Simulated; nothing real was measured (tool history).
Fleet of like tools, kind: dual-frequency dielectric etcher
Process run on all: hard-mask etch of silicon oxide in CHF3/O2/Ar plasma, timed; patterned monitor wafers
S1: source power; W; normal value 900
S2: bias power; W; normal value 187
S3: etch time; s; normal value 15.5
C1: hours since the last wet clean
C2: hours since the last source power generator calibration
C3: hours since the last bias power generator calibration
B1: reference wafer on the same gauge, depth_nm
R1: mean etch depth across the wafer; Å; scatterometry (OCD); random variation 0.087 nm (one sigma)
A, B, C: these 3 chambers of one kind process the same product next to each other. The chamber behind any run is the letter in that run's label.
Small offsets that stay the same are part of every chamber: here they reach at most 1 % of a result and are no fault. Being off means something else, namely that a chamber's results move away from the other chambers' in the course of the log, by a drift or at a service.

run	day	S1	S2	S3	C1	C2	C3	B1	R1
1A	0.408	900	187	15.5	437.1	369.2	3350.9	32.779	361.47
2B	0.758	900	187	15.5	524	2205.7	2022.9	32.779	367.02
3C	1.112	900	187	15.5	365	1490	1526.6	32.808	362.44
4C	1.4	900	187	15.5	371.9	1496.9	1533.5	32.804	363.98
5B	1.746	900	187	15.5	547.7	2229.4	2046.6	32.829	364.19
6A	2.138	900	187	15.5	478.6	410.7	3392.4	32.793	359.4
7C	2.529	900	187	15.5	399	1524	1560.6	32.807	364.32
8A	2.996	900	187	15.5	499.2	431.3	3413	32.819	360.83
9B	3.392	900	187	15.5	587.2	2268.9	2086.1	32.801	364.82
10A	3.683	900	187	15.5	515.7	447.8	3429.5	32.803	360.31
11C	4.158	900	187	15.5	438.1	1563.1	1599.7	32.781	361.96
12B	4.642	900	187	15.5	617.2	2298.9	2116.1	32.792	364.41
13C	4.971	900	187	15.5	457.6	1582.6	1619.2	32.798	363.5
14A	5.512	900	187	15.5	559.6	491.7	3473.4	32.789	361.45
# day 5.546: chamber B: wet clean of the chamber
15B	6.029	900	187	15.5	11.6	2332.2	2149.4	32.804	366.33
16B	6.392	900	187	15.5	20.3	2340.9	2158.1	32.803	363.65
17A	6.742	900	187	15.5	589.1	521.2	3502.9	32.811	359.39
18C	7.033	900	187	15.5	507.1	1632.1	1668.7	32.794	363.6
19A	7.317	900	187	15.5	602.9	535	3516.7	32.795	359.88
20B	7.746	900	187	15.5	52.8	2373.4	2190.6	32.802	364.41
21C	8.029	900	187	15.5	531	1656	1692.6	32.813	365.49
# day 8.383: chamber A: wet clean of the chamber
22A	8.479	900	187	15.5	2.4	562.9	3544.6	32.803	359.6
23B	8.762	900	187	15.5	77.2	2397.8	2215	32.819	364.89
24C	9.204	900	187	15.5	559.2	1684.2	1720.8	32.797	364.97
25B	9.654	900	187	15.5	98.6	2419.2	2236.4	32.799	366.15
26A	10.154	900	187	15.5	42.6	603.1	3584.8	32.819	361.12
27C	10.554	900	187	15.5	591.6	1716.6	1753.2	32.794	367.44
28C	11.062	900	187	15.5	603.8	1728.8	1765.4	32.812	365.5
29B	11.35	900	168	19	139.3	2459.9	2277.1	32.816	431.85
30A	11.875	900	168	19	83.9	644.4	3626.1	32.798	425.63
31A	12.133	900	168	19	90.1	650.6	3632.3	32.813	427.94
32C	12.479	900	187	15.5	637.8	1762.8	1799.4	32.8	366.87
33B	12.912	900	187	15.5	176.8	2497.4	2314.6	32.807	365.36
34A	13.446	900	187	15.5	121.6	682.1	3663.8	32.778	361.06
35C	13.979	900	165	18	673.8	1798.8	1835.4	32.822	409.75
36B	14.471	900	165	18	214.2	2534.8	2352	32.799	406.94
37B	14.967	900	165	18	226.1	2546.7	2363.9	32.781	406.86
38C	15.438	900	187	15.5	708.8	1833.8	1870.4	32.805	367
39A	15.704	900	187	15.5	175.8	736.3	3718	32.794	359.41
40B	16.008	900	187	15.5	251.1	2571.7	2388.9	32.791	365.03
41C	16.488	1030	187	15.5	734	1859	1895.6	32.818	389.29
42A	16.854	1030	187	15.5	203.4	763.9	3745.6	32.781	379.53

All chambers now run identical settings, listed one chamber a line with results as question marks. What results will each chamber show?
43A	17.258	900	187	15.5					?
43B	17.258	900	187	15.5					?
43C	17.258	900	187	15.5					?

run	R1
43A	359.61
43B	364.62
43C	367.77
